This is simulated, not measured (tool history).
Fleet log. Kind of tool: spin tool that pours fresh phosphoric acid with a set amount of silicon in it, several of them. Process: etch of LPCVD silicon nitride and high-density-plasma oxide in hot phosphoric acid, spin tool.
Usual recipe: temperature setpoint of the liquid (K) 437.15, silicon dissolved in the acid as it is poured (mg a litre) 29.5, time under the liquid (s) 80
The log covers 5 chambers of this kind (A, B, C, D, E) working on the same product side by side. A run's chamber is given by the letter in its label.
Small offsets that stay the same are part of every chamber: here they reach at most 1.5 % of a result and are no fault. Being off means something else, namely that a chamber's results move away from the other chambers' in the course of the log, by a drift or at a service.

run,hour,temperature setpoint of the liquid (K),silicon dissolved in the acid as it is poured (mg a litre),time under the liquid (s),hours since the thermometer was replaced,hours since the dissolved silicon flow meter was replaced,hours since the heated supply line was repaired,"read-back film thickness of the LPCVD silicon nitride reference wafer, read on the same gauge (nm)","read-back film thickness of the high-density-plasma oxide reference wafer, read on the same gauge (nm)",thickness taken off the LPCVD silicon nitride on a monitor wafer (angstrom),thickness taken off the high-density-plasma oxide on a monitor wafer (angstrom)
1A,8.5,437.15,29.5,80,119.6,159.4,693.1,110.01,129.99,86.414,1.36940
2C,15.4,437.15,29.5,80,234.6,547.6,40.9,110.00,130.01,88.401,0.83090
3E,20.3,437.15,29.5,80,739.0,547.7,386.2,109.98,130.02,87.321,1.02860
4D,26.0,437.15,29.5,80,139.3,874.3,946.1,109.99,130.00,86.440,0.95590
5B,31.3,437.15,8.5,40,1153.0,997.6,182.1,109.95,130.01,43.217,1.28010
6B,40.1,437.15,8.5,40,1161.8,1006.4,190.9,110.05,130.01,43.676,0.90781
7D,45.5,437.15,8.5,40,158.8,893.8,965.6,110.00,130.01,43.269,1.14440
# hour 48.4: chamber A: heated supply line repaired
8C,53.8,437.15,8.5,40,273.0,586.0,79.3,109.95,129.99,43.500,1.15390
9E,59.5,437.15,8.5,40,778.2,586.9,425.4,109.97,129.98,43.128,1.06270
10A,67.0,437.15,29.5,80,178.1,217.9,18.7,110.00,130.00,85.707,0.98556
11C,74.6,437.15,29.5,80,293.8,606.8,100.1,110.04,129.99,86.714,1.01690
# hour 74.9: chamber C: dissolved silicon flow meter replaced
12B,81.0,437.15,49.5,80,1202.7,1047.3,231.8,110.02,130.02,87.477,0.28698
13D,87.7,437.15,49.5,80,201.0,936.0,1007.8,110.04,130.02,86.494,0.63248
14A,92.4,437.15,49.5,80,203.5,243.3,44.1,109.98,130.03,86.974,0.39175
15E,100.1,437.15,49.5,80,818.8,627.5,466.0,109.95,130.00,86.637,0.60278
16D,108.2,437.15,49.5,80,221.5,956.5,1028.3,109.97,129.98,86.481,0.39906
17A,112.7,437.15,29.5,80,223.8,263.6,64.4,110.01,130.01,86.519,1.50250
18C,120.9,438.65,42.5,80,340.1,46.1,146.4,109.97,129.98,91.721,0.34125
19E,128.1,438.65,42.5,80,846.8,655.5,494.0,110.01,129.99,90.759,0.28811
# hour 129.9: chamber B: thermometer replaced
20B,135.4,438.65,42.5,80,5.6,1101.7,286.2,110.00,129.98,91.587,0.56831
21D,144.5,438.65,42.5,80,257.8,992.8,1064.6,109.94,130.00,90.904,0.62038
22C,149.9,438.65,42.5,80,369.1,75.1,175.4,110.01,129.98,91.729,0.66842
23A,156.8,437.15,29.5,80,267.9,307.7,108.5,109.96,130.01,86.224,1.36190
24E,163.0,437.15,29.5,80,881.7,690.4,528.9,110.04,130.01,87.065,1.09540
25B,171.7,437.15,47.0,80,41.9,1138.0,322.5,109.97,129.99,87.172,0.36605
26E,181.5,437.15,47.0,80,900.2,708.9,547.4,109.99,130.02,86.729,0.48799
27B,187.2,437.15,47.0,80,57.4,1153.5,338.0,109.98,129.99,87.154,0.63795
28A,191.7,437.15,47.0,80,302.8,342.6,143.4,110.00,130.01,86.696,0.49899
# hour 191.8: chamber D: dissolved silicon flow meter replaced
29C,198.9,437.15,47.0,80,418.1,124.1,224.4,109.94,129.96,87.392,0.20222
30D,203.9,437.15,29.5,80,317.2,12.2,1124.0,109.98,129.99,86.796,1.01970
31D,208.9,437.15,29.5,80,322.2,17.2,1129.0,110.01,130.01,86.875,0.88072
32A,213.4,437.15,29.5,80,324.5,364.3,165.1,110.03,129.98,86.193,1.31120
33C,218.9,437.15,29.5,80,438.1,144.1,244.4,110.02,130.00,87.581,1.42480
34E,228.5,437.15,6.5,125,947.2,755.9,594.4,110.01,130.02,135.270,4.07170
35B,234.1,437.15,6.5,125,104.3,1200.4,384.9,110.01,130.03,134.890,3.78300
36A,238.5,437.15,6.5,125,349.6,389.4,190.2,110.00,129.98,134.560,2.27250
37E,245.9,437.15,6.5,125,964.6,773.3,611.8,110.02,130.00,135.190,2.91000
38D,252.8,437.15,6.5,125,366.1,61.1,1172.9,110.04,129.99,135.980,2.96280

Which is it: a chamber that has drifted or been left off by a service, a gauge drift common to all chambers, or only each chamber's usual small offset? If a chamber is off, name it and its likeliest cause.

All chambers stay in line apart from their small fixed offsets, and the gauge does not drift.
